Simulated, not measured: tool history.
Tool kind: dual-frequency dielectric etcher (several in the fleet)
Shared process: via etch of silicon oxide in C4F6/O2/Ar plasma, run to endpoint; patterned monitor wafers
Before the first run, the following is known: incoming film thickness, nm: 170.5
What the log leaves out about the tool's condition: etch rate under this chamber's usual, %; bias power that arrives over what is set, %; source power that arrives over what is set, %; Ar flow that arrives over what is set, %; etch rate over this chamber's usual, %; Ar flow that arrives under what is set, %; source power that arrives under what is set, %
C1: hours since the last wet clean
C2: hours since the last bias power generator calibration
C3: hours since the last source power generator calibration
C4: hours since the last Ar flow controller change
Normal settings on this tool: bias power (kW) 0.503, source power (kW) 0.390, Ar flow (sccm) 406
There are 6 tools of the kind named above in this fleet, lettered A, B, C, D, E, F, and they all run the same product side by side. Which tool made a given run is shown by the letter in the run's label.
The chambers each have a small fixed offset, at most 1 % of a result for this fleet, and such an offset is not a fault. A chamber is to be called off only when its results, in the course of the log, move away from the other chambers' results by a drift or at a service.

Run 1E, hour 12.1: usual settings; C1 143.2; C2 654.0; C3 1343.1; C4 2197.8. Result: endpoint time (s) 38.917.
Run 2D, hour 26.5: usual settings; C1 180.1; C2 991.0; C3 1913.9; C4 257.5. Result: endpoint time (s) 38.954.
Run 3F, hour 41.8: usual settings; C1 165.4; C2 3023.5; C3 785.2; C4 235.7. Result: endpoint time (s) 39.066.
Run 4A, hour 55.5: usual settings; C1 60.8; C2 1039.3; C3 1066.3; C4 2370.6. Result: endpoint time (s) 39.374.
Run 5C, hour 63.1: usual settings; C1 529.1; C2 112.1; C3 1216.0; C4 1167.4. Result: endpoint time (s) 39.147.
Run 6B, hour 76.9: usual settings; C1 599.5; C2 2440.0; C3 352.5; C4 3501.8. Result: endpoint time (s) 38.875.
At hour 88.8: chamber B: Ar flow controller replaced.
Run 7F, hour 89.5: usual settings; C1 213.1; C2 3071.2; C3 832.9; C4 283.4. Result: endpoint time (s) 39.399.
Run 8D, hour 98.8: usual settings; C1 252.4; C2 1063.3; C3 1986.2; C4 329.8. Result: endpoint time (s) 38.987.
Run 9E, hour 112.8: usual settings; C1 243.9; C2 754.7; C3 1443.8; C4 2298.5. Result: endpoint time (s) 39.126.
Run 10B, hour 120.1: usual settings; C1 642.7; C2 2483.2; C3 395.7; C4 31.3. Result: endpoint time (s) 38.982.
At hour 123.1: chamber B: wet clean of the chamber.
Run 11C, hour 126.9: usual settings; C1 592.9; C2 175.9; C3 1279.8; C4 1231.2. Result: endpoint time (s) 39.316.
Run 12A, hour 135.1: usual settings; C1 140.4; C2 1118.9; C3 1145.9; C4 2450.2. Result: endpoint time (s) 39.495.
Run 13A, hour 143.1: usual settings; C1 148.4; C2 1126.9; C3 1153.9; C4 2458.2. Result: endpoint time (s) 39.367.
Run 14F, hour 155.3: usual settings but Ar flow (sccm) 488; C1 278.9; C2 3137.0; C3 898.7; C4 349.2. Result: endpoint time (s) 40.359.
Run 15B, hour 170.5: usual settings but Ar flow (sccm) 488; C1 47.4; C2 2533.6; C3 446.1; C4 81.7. Result: endpoint time (s) 39.825.
Run 16E, hour 178.7: usual settings but Ar flow (sccm) 488; C1 309.8; C2 820.6; C3 1509.7; C4 2364.4. Result: endpoint time (s) 39.717.
Run 17C, hour 190.7: usual settings but Ar flow (sccm) 488; C1 656.7; C2 239.7; C3 1343.6; C4 1295.0. Result: endpoint time (s) 40.160.
Run 18D, hour 206.0: usual settings but Ar flow (sccm) 488; C1 359.6; C2 1170.5; C3 2093.4; C4 437.0. Result: endpoint time (s) 39.752.
Run 19F, hour 217.2: usual settings but Ar flow (sccm) 488; C1 340.8; C2 3198.9; C3 960.6; C4 411.1. Result: endpoint time (s) 40.644.
At hour 217.4: chamber C: wet clean of the chamber.
Run 20B, hour 231.6: usual settings; C1 108.5; C2 2594.7; C3 507.2; C4 142.8. Result: endpoint time (s) 38.844.
Run 21E, hour 240.0: usual settings; C1 371.1; C2 881.9; C3 1571.0; C4 2425.7. Result: endpoint time (s) 39.031.
Run 22D, hour 254.3: usual settings; C1 407.9; C2 1218.8; C3 2141.7; C4 485.3. Result: endpoint time (s) 38.916.
Run 23A, hour 269.4: usual settings; C1 274.7; C2 1253.2; C3 1280.2; C4 2584.5. Result: endpoint time (s) 39.412.
Run 24C, hour 280.8: usual settings; C1 63.5; C2 329.8; C3 1433.7; C4 1385.1. Result: endpoint time (s) 39.161.
Run 25C, hour 289.6: usual settings; C1 72.3; C2 338.6; C3 1442.5; C4 1393.9. Result: endpoint time (s) 39.221.
At hour 295.3: chamber C: Ar flow controller replaced.
Run 26D, hour 299.4: usual settings; C1 453.0; C2 1263.9; C3 2186.8; C4 530.4. Result: endpoint time (s) 38.871.
Run 27F, hour 309.7: usual settings but bias power (kW) 0.406, source power (kW) 0.430; C1 433.3; C2 3291.4; C3 1053.1; C4 503.6. Result: endpoint time (s) 42.069.
Run 28A, hour 323.5: usual settings but bias power (kW) 0.406, source power (kW) 0.430; C1 328.8; C2 1307.3; C3 1334.3; C4 2638.6. Result: endpoint time (s) 40.981.
At hour 334.4: chamber E: wet clean of the chamber.
Run 29B, hour 338.8: usual settings but bias power (kW) 0.406, source power (kW) 0.430; C1 215.7; C2 2701.9; C3 614.4; C4 250.0. Result: endpoint time (s) 40.480.
Run 30E, hour 352.9: usual settings but bias power (kW) 0.406, source power (kW) 0.430; C1 18.5; C2 994.8; C3 1683.9; C4 2538.6. Result: endpoint time (s) 40.641.
Run 31A, hour 367.5: usual settings but bias power (kW) 0.406, source power (kW) 0.430; C1 372.8; C2 1351.3; C3 1378.3; C4 2682.6. Result: endpoint time (s) 41.110.
Run 32F, hour 377.1: usual settings but bias power (kW) 0.406, source power (kW) 0.430; C1 500.7; C2 3358.8; C3 1120.5; C4 571.0. Result: endpoint time (s) 42.300.
Run 33B, hour 390.6: usual settings but source power (kW) 0.290, Ar flow (sccm) 370; C1 267.5; C2 2753.7; C3 666.2; C4 301.8. Result: endpoint time (s) 43.020.
Run 34E, hour 401.0: usual settings but source power (kW) 0.290, Ar flow (sccm) 370; C1 66.6; C2 1042.9; C3 1732.0; C4 2586.7. Result: endpoint time (s) 42.718.
Run 35D, hour 412.0: usual settings but source power (kW) 0.290, Ar flow (sccm) 370; C1 565.6; C2 1376.5; C3 2299.4; C4 643.0. Result: endpoint time (s) 42.699.
Run 36C, hour 422.9: usual settings but source power (kW) 0.290, Ar flow (sccm) 370; C1 205.6; C2 471.9; C3 1575.8; C4 127.7. Result: endpoint time (s) 43.400.
Run 37D, hour 437.8: usual settings but source power (kW) 0.290, Ar flow (sccm) 370; C1 591.4; C2 1402.3; C3 2325.2; C4 668.8. Result: endpoint time (s) 42.925.
Run 38B, hour 447.4: usual settings but source power (kW) 0.290, Ar flow (sccm) 370; C1 324.3; C2 2810.5; C3 723.0; C4 358.6. Result: endpoint time (s) 43.068.

Is one chamber off against the others, does the gauge drift, or is nothing wrong? If a chamber is off, say which, and what the likeliest cause is.

It is chamber F that slowly wanders off from its peers.
Most likely cause: etch rate under this chamber's usual, % = 4.

Chamber F could run next with any of the 4 candidate recipes listed below; each alters the usual settings, and their results appear as question marks. Which one brings its results back in line with what the other chambers deliver on the usual settings?
Maximum distance from the other chambers' mean on the usual settings for a result to count as in line: endpoint time (s) 0.430
Run 39F-1, hour 458.6: usual settings but source power (kW) 0.430, Ar flow (sccm) 394. Result: endpoint time (s) ?.
Run 39F-2, hour 458.6: usual settings but bias power (kW) 0.460, source power (kW) 0.360, Ar flow (sccm) 416. Result: endpoint time (s) ?.
Run 39F-3, hour 458.6: usual settings but bias power (kW) 0.448. Result: endpoint time (s) ?.
Run 39F-4, hour 458.6: usual settings but source power (kW) 0.470. Result: endpoint time (s) ?.

Usual-settings mean across the other chambers: endpoint time (s) 39.077
  run  endpoint time (s)
39F-1             39.182
39F-2             43.535
39F-3             42.571
39F-4             38.045
The right change is 39F-1: it brings the chamber back within the allowed miss of the others.

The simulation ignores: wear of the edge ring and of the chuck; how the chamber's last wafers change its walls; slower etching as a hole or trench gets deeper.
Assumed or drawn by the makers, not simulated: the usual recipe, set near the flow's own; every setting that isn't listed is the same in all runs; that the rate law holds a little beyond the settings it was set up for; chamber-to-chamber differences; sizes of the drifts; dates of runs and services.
